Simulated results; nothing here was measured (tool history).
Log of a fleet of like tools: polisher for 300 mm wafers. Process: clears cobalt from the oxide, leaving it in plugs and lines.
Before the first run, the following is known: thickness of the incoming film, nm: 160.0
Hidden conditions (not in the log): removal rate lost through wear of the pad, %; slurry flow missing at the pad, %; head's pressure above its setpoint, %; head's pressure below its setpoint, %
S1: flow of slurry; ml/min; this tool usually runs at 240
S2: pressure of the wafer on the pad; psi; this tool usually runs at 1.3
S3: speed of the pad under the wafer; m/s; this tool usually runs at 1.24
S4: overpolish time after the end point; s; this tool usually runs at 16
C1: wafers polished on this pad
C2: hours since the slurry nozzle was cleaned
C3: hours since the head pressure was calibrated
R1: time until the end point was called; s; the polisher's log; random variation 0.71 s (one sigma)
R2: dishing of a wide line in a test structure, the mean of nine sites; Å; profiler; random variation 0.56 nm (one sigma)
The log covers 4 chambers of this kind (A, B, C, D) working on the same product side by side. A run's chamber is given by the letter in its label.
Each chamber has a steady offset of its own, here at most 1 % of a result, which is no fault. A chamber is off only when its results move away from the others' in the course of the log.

run	hour	S1	S2	S3	S4	C1	C2	C3	R1	R2
1B	5.5	240	1.3	1.24	16	171	901.2	65.9	43.191	462.23
2D	13.9	240	1.3	1.24	16	1507	307.9	225.2	42.904	438.39
3A	20.8	240	1.3	1.24	16	856	484.7	642.5	42.605	460.93
# hour 28.1: chamber D: worn pad replaced by a new one
4C	29.3	240	1.3	1.24	16	990	56.6	775.7	44.34	454.28
# hour 31.4: chamber A: head pressure recalibrated
5C	33.6	240	1.5	1.4	16	1024	60.9	780	32.572	546.38
6D	41.6	240	1.5	1.4	16	107	335.6	252.9	33.36	549.42
7B	50.2	240	1.5	1.4	16	524	945.9	110.6	32.478	558.34
8A	55.8	240	1.5	1.4	16	1133	519.7	24.5	32.453	555.42
9C	60.1	240	1.3	1.24	16	1234	87.4	806.5	43.235	439.21
10D	66	240	1.3	1.24	16	300	360	277.3	43.343	459
# hour 66.4: chamber B: slurry nozzle cleaned
11A	74.4	240	1.3	1.24	16	1280	538.3	43.1	44.448	455.55
12B	79.3	240	1.3	1.24	16	754	12.9	139.7	43.557	450.07
# hour 83.6: chamber A: worn pad replaced by a new one
13A	86.2	240	1.3	1.24	16	20	550.1	54.9	43.853	465.91
14B	92	240	1.3	1.24	16	855	25.6	152.4	43.802	467.65
# hour 95.8: chamber C: head pressure recalibrated
15D	98.6	240	1.3	1.24	16	557	392.6	309.9	42.928	456.35
16C	104.7	240	1.3	1.24	16	1587	132	9	43.487	462.62
# hour 106: chamber B: worn pad replaced by a new one
17B	111.9	240	1.3	1.24	16	47	45.5	172.3	42.277	455.99
18A	120.6	240	0.9	1.24	16	292	584.5	89.3	62.659	346.27
19D	125.3	240	0.9	1.24	16	769	419.3	336.6	61.564	339.64
20C	132.1	240	0.9	1.24	16	1803	159.4	36.4	62.621	330.75
21A	137.8	240	0.9	1.24	16	428	601.7	106.5	61.557	348.91
22B	144.5	240	1.3	1.24	16	304	78.1	204.9	43.256	460.53
23D	150.2	155	1.3	1.24	16	965	444.2	361.5	44.803	421.5
24C	155	155	1.3	1.24	16	1984	182.3	59.3	46.24	415.58
25C	162.3	155	1.3	1.24	16	2042	189.6	66.6	47.301	412.99
26D	170.9	155	1.3	1.24	16	1129	464.9	382.2	45.139	428.19
27A	177.1	240	1.3	1.24	16	739	641	145.8	43.458	464.03
28B	182.6	240	1.3	1.24	16	606	116.2	243	44.351	461.65
29B	189.9	240	1.3	1.24	16	663	123.5	250.3	43.656	452.09
30C	194.4	205	1.3	1.24	16	2296	221.7	98.7	48.482	423.81
31A	199.6	205	1.3	1.24	16	917	663.5	168.3	44.296	452.26
32D	208.7	205	1.3	1.24	16	1428	502.7	420	42.384	449.09
# hour 209: chamber D: worn pad replaced by a new one
33A	214.2	205	1.3	1.24	16	1033	678.1	182.9	44.912	458.23
34B	222.5	240	1.3	1.24	16	921	156.1	282.9	43.163	451.55
35C	231.9	240	1.1	1.24	16	2592	259.2	136.2	57.076	360.24
36D	240.8	240	1.1	1.24	16	251	534.8	452.1	51.97	395.18
37C	245.7	240	1.1	1.24	16	2701	273	150	57.573	361.56
38D	252.6	240	1.1	1.24	16	345	546.6	463.9	51.012	389.01

All chambers now run identical settings, listed one chamber a line with results as question marks. What results will each chamber show?
39A	259.3	240	1.3	1.24	16				?	?
39B	259.3	240	1.3	1.24	16				?	?
39C	259.3	240	1.3	1.24	16				?	?
39D	259.3	240	1.3	1.24	16				?	?

run	R1	R2
39A	42.096	462.8
39B	43.579	462.03
39C	49.115	422
39D	42.958	449.55
